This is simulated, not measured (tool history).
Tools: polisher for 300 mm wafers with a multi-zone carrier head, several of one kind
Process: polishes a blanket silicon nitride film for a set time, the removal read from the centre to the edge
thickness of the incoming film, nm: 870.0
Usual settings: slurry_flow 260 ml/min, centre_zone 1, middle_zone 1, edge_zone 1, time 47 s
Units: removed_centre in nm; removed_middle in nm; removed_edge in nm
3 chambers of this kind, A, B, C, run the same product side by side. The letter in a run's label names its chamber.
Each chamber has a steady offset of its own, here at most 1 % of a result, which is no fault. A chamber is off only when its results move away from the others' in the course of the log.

run	hour	slurry_flow	centre_zone	middle_zone	edge_zone	time	removed_centre	removed_middle	removed_edge
# hour 7: chamber C: worn pad replaced by a new one
1B	8.7	260	1	1	1	47	151.53	150.86	152.75
2C	21.5	260	1	1	1	47	152.33	151.78	148.91
# hour 32.1: chamber C: slurry nozzle cleaned
3A	35.6	260	1	1	1	47	152.09	154.49	149.56
4A	51.1	260	1	1	1	47	152.83	153.33	148.3
# hour 54.4: chamber B: slurry nozzle cleaned
5C	58.9	260	1	1	1	47	153.33	151.22	151.14
# hour 62.1: chamber B: worn pad replaced by a new one
# hour 63.8: chamber A: worn pad replaced by a new one
# hour 64.8: chamber A: edge zone pressure recalibrated
6B	72	260	1	1	1	47	151.51	150.97	154.47
# hour 72.7: chamber A: slurry nozzle cleaned
7A	80.4	260	1	1	1	47	151.24	155.22	150.63
# hour 84.6: chamber C: worn pad replaced by a new one
8B	88.6	260	1	1	1	47	154.63	152.5	153.4
9C	103.3	260	1	1	1	47	153.18	153.05	150.55
10B	118.8	260	1	1	1	47	151.84	155.54	154.9
# hour 121.9: chamber C: edge zone pressure recalibrated
11A	132.3	260	1	1	1	47	150.24	149.45	150.07
# hour 135.7: chamber A: worn pad replaced by a new one
# hour 140.2: chamber B: worn pad replaced by a new one
12C	146.3	260	1	1	1	47	153.38	153.19	152.89
# hour 150.7: chamber C: worn pad replaced by a new one
13C	153.5	330	1	1	1	47	157.52	153.47	156.23
14B	163.3	330	1	1	1	47	155.25	156.74	153.88
15A	177.6	330	1	1	1	47	156.31	155.6	153.64
16A	192.6	260	1	1	1	53	170.23	170.44	166.04
17B	200.4	260	1	1	1	53	169.11	173.28	172.81
18C	211	260	1	1	1	53	170.82	169.46	170.19
# hour 216.1: chamber A: worn pad replaced by a new one
# hour 216.4: chamber B: worn pad replaced by a new one
19B	223.4	260	1	1	1	47	149.41	151.43	153.62
20A	231.7	260	1	1	1	47	153.48	151.6	150.33
# hour 233.6: chamber C: worn pad replaced by a new one
21C	238.7	260	1	1	1	47	152.75	150.26	153.32
22C	252.9	260	1	1	1	47	152.5	155.65	149.06
23B	264.5	260	1	1	1	47	145.95	156.9	153.79
24A	275.5	260	1	1	1	47	150.88	154.03	153.49
25A	283.1	260	1	1	1	47	153.69	150.64	149.5
# hour 287.3: chamber B: worn pad replaced by a new one
# hour 295.1: chamber A: worn pad replaced by a new one
# hour 295.9: chamber C: worn pad replaced by a new one
26B	298.3	260	1	1	1	47	144.94	153.15	153.71
27C	306	260	1	1	1	47	152.9	150.81	148.9
28B	317.7	260	1	1	1	47	145.28	149.17	151.16
29C	324.9	260	1	1	1	37	121.91	119.87	117.17
# hour 332.6: chamber A: slurry nozzle cleaned
30A	333.8	260	1	1	1	37	118.39	118.96	118.42
31A	343.3	260	1	1	1	37	118.46	120.27	115.91
# hour 350.6: chamber B: edge zone pressure recalibrated
32B	352.9	260	1	1	1	47	142.8	153.13	154.56
# hour 357.4: chamber C: worn pad replaced by a new one
33C	360.5	260	1	1	1	41	133.2	131.68	133.42

All 3 chambers run these settings next. Forecast each chamber's results:
34A	371.7	260	1	1	1	47	?	?	?
34B	371.7	260	1	1	1	47	?	?	?
34C	371.7	260	1	1	1	47	?	?	?

run	removed_centre	removed_middle	removed_edge
34A	150.23	151.24	150.33
34B	141.69	156.22	153.52
34C	152.09	150.17	151.41
